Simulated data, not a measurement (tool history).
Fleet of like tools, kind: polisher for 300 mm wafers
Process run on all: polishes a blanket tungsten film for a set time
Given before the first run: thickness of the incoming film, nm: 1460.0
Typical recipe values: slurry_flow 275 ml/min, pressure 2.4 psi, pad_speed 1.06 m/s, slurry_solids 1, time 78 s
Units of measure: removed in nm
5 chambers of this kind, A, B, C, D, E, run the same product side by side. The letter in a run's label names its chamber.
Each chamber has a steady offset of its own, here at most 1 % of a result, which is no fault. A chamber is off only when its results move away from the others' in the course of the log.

Run 1D, day 0.104: usual settings. Result: removed 267.55 nm.
Run 2E, day 0.25: usual settings. Result: removed 268.61 nm.
Run 3C, day 0.367: usual settings. Result: removed 264.37 nm.
At day 0.429: chamber B: worn pad replaced by a new one.
Run 4A, day 0.538: usual settings. Result: removed 267.09 nm.
At day 0.567: chamber E: slurry blender recalibrated.
At day 0.617: chamber B: head pressure recalibrated.
Run 5B, day 0.667: usual settings. Result: removed 264.66 nm.
Run 6E, day 0.825: usual settings. Result: removed 272.02 nm.
Run 7B, day 0.929: usual settings. Result: removed 269.32 nm.
Run 8D, day 1.058: usual settings. Result: removed 266.31 nm.
Run 9C, day 1.204: usual settings. Result: removed 262.24 nm.
Run 10A, day 1.296: usual settings. Result: removed 265.49 nm.
At day 1.392: chamber D: slurry tank refilled with fresh slurry and peroxide.
At day 1.462: chamber C: slurry tank refilled with fresh slurry and peroxide.
Run 11D, day 1.479: usual settings. Result: removed 264.68 nm.
Run 12A, day 1.583: usual settings. Result: removed 264.68 nm.
Run 13B, day 1.758: usual settings but slurry_solids 1.15, time 91 s. Result: removed 321.56 nm.
Run 14E, day 1.854: usual settings but slurry_solids 1.15, time 91 s. Result: removed 323.11 nm.
At day 1.892: chamber E: slurry tank refilled with fresh slurry and peroxide.
Run 15C, day 1.938: usual settings but slurry_solids 1.15, time 91 s. Result: removed 318.35 nm.
Run 16C, day 2.05: usual settings but slurry_solids 1.15, time 91 s. Result: removed 315.09 nm.
At day 2.175: chamber B: slurry tank refilled with fresh slurry and peroxide.
Run 17A, day 2.175: usual settings but slurry_solids 1.15, time 91 s. Result: removed 317.66 nm.
Run 18E, day 2.312: usual settings. Result: removed 272.36 nm.
Run 19B, day 2.479: usual settings. Result: removed 264.46 nm.
Run 20D, day 2.658: usual settings. Result: removed 270.03 nm.
At day 2.7: chamber B: worn pad replaced by a new one.
Run 21B, day 2.829: usual settings. Result: removed 265.42 nm.
Run 22D, day 2.967: usual settings. Result: removed 269.44 nm.
At day 3.079: chamber E: worn pad replaced by a new one.
At day 3.104: chamber D: slurry tank refilled with fresh slurry and peroxide.
Run 23C, day 3.133: usual settings but slurry_flow 230 ml/min, slurry_solids 1.1. Result: removed 267.18 nm.
At day 3.183: chamber A: slurry tank refilled with fresh slurry and peroxide.
Run 24E, day 3.283: usual settings but slurry_flow 230 ml/min, slurry_solids 1.1. Result: removed 270.17 nm.
Run 25A, day 3.388: usual settings but slurry_flow 230 ml/min, slurry_solids 1.1. Result: removed 254.75 nm.
Run 26C, day 3.546: usual settings but slurry_flow 230 ml/min, slurry_solids 1.1. Result: removed 262.07 nm.
Run 27D, day 3.667: usual settings but slurry_flow 230 ml/min, slurry_solids 1.1. Result: removed 266 nm.
At day 3.675: chamber A: head pressure recalibrated.
Run 28E, day 3.808: usual settings. Result: removed 270.5 nm.
At day 3.929: chamber B: slurry blender recalibrated.
Run 29A, day 3.979: usual settings. Result: removed 256.28 nm.
Run 30B, day 4.138: usual settings. Result: removed 263.52 nm.
At day 4.167: chamber C: worn pad replaced by a new one.
Run 31C, day 4.271: usual settings. Result: removed 266.49 nm.
Run 32E, day 4.367: usual settings but slurry_flow 195 ml/min. Result: removed 258.09 nm.
Run 33A, day 4.517: usual settings but slurry_flow 195 ml/min. Result: removed 241.77 nm.
Run 34B, day 4.704: usual settings but slurry_flow 195 ml/min. Result: removed 256.03 nm.

Is one chamber out of step, is the gauge drifting, or do the chambers differ by no more than their own small offsets? For an off chamber, give its letter and the likeliest cause.

It is chamber A that slowly wanders off from its peers.
Cause: removal rate lost through wear of the pad, % = 6.68.
The log may not tell that from: slurry flow missing at the pad, %; abrasive missing from the slurry, %.

Which of the 4 candidates below, each the usual settings with something changed and its results left as question marks, puts chamber A back in line with what the other chambers give on the usual settings?
In line means no further than this from the other chambers' mean on the usual settings: removed 8.8 nm
Run 35A-1, day 4.842: usual settings but pressure 2.3 psi, time 75 s. Result: removed ?.
Run 35A-2, day 4.842: usual settings but pressure 2.5 psi, pad_speed 1.1 m/s. Result: removed ?.
Run 35A-3, day 4.842: usual settings but pressure 2.3 psi, pad_speed 1.02 m/s, time 75 s. Result: removed ?.
Run 35A-4, day 4.842: usual settings but slurry_flow 280 ml/min, time 88 s. Result: removed ?.

Mean of the other chambers on the usual settings: removed 266.48 nm
  run  removed
35A-1   229.33
35A-2   268.95
35A-3   220.78
35A-4    281.3
The answer is 35A-2, which returns the chamber to within the allowed miss of the others.

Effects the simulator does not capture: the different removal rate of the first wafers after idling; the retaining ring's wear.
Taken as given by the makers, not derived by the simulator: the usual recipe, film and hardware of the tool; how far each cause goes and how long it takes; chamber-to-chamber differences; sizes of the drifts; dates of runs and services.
